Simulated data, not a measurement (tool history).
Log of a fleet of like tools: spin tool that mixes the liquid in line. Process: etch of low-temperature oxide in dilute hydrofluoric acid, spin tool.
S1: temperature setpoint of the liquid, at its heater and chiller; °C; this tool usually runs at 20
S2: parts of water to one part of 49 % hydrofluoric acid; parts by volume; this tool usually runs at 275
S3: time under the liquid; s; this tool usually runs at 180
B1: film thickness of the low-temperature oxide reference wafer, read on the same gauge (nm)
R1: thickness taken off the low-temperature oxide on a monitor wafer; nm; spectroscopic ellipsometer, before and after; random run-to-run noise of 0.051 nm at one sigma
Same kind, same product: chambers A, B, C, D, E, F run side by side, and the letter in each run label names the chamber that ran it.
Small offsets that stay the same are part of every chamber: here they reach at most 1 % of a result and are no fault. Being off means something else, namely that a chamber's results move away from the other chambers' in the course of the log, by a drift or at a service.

run,day,S1,S2,S3,B1,R1
1C,0.400,20,275,180,50.041,5.3891
2A,0.717,20,275,180,49.995,5.3349
3F,1.000,20,275,180,50.030,5.2754
4E,1.404,20,275,180,50.032,5.2299
5D,1.717,20,275,180,50.013,5.2621
# day 1.875: chamber A: hydrofluoric acid flow meter replaced
6B,2.204,20,275,180,50.013,5.3382
7B,2.617,20,275,180,49.997,5.3576
8C,3.167,20,275,180,49.989,5.2724
9E,3.646,20,275,180,50.002,5.3254
10D,3.962,20,275,180,49.998,5.2682
11A,4.421,20,390,180,50.002,3.4079
12F,4.675,20,390,180,49.991,3.3027
13B,5.171,20,390,180,50.011,3.3349
14D,5.621,20,390,180,49.983,3.3822
15F,6.004,20,390,180,50.014,3.2809
16E,6.504,20,390,180,50.012,3.2857
17C,7.050,20,275,180,49.990,5.3222
18A,7.446,20,275,180,49.971,5.4597
19E,7.946,20,275,180,50.019,5.2542
20B,8.471,20,275,180,50.015,5.1406
21F,8.796,20,275,180,50.023,5.2582
22C,9.146,17,275,180,49.999,4.7013
23A,9.633,17,275,180,49.979,4.7838
24D,10.121,17,275,180,50.013,4.7001
25A,10.604,17,275,180,49.981,4.7721
26E,11.146,17,275,180,50.008,4.7764
27C,11.538,17,275,180,49.989,4.6941
28B,11.942,20,275,180,49.983,5.0576
29F,12.329,20,275,180,50.005,5.2937
30D,12.633,20,175,180,49.998,9.1426
31A,12.992,20,175,180,49.976,9.2297
32E,13.321,20,175,180,50.025,9.0751
33C,13.696,20,175,180,49.979,9.1936
34B,14.050,20,175,180,50.004,8.5037
35F,14.367,20,175,180,49.982,9.0774
36D,14.783,20,275,180,49.970,5.2986
37C,15.108,17,385,180,50.002,3.0436
38A,15.438,17,385,180,50.011,3.1169

Is one chamber off against the others, does the gauge drift, or is nothing wrong? If a chamber is off, say which, and what the likeliest cause is.

Little by little, chamber B moves away from the other chambers.
Likeliest cause: hydrofluoric acid flow below the setpoint (%) = 7.17.
The log might look much the same if the cause were instead: liquid colder than its thermometer reads (K).

Chamber B could run next with any of the 4 candidate recipes listed below; each alters the usual settings, and their results appear as question marks. Which one brings its results back in line with what the other chambers deliver on the usual settings?
Maximum distance from the other chambers' mean on the usual settings for a result to count as in line: R1 0.1800 nm
39B-1,15.838,19.5,275,155,,?
39B-2,15.838,20.0,255,180,,?
39B-3,15.838,20.0,275,165,,?
39B-4,15.838,20.0,255,195,,?

What the other chambers average on the usual settings: R1 5.2748 nm
run,R1
39B-1,4.0728
39B-2,5.2936
39B-3,4.4143
39B-4,5.7348
It is 39B-2 that realigns the chamber with its peers.
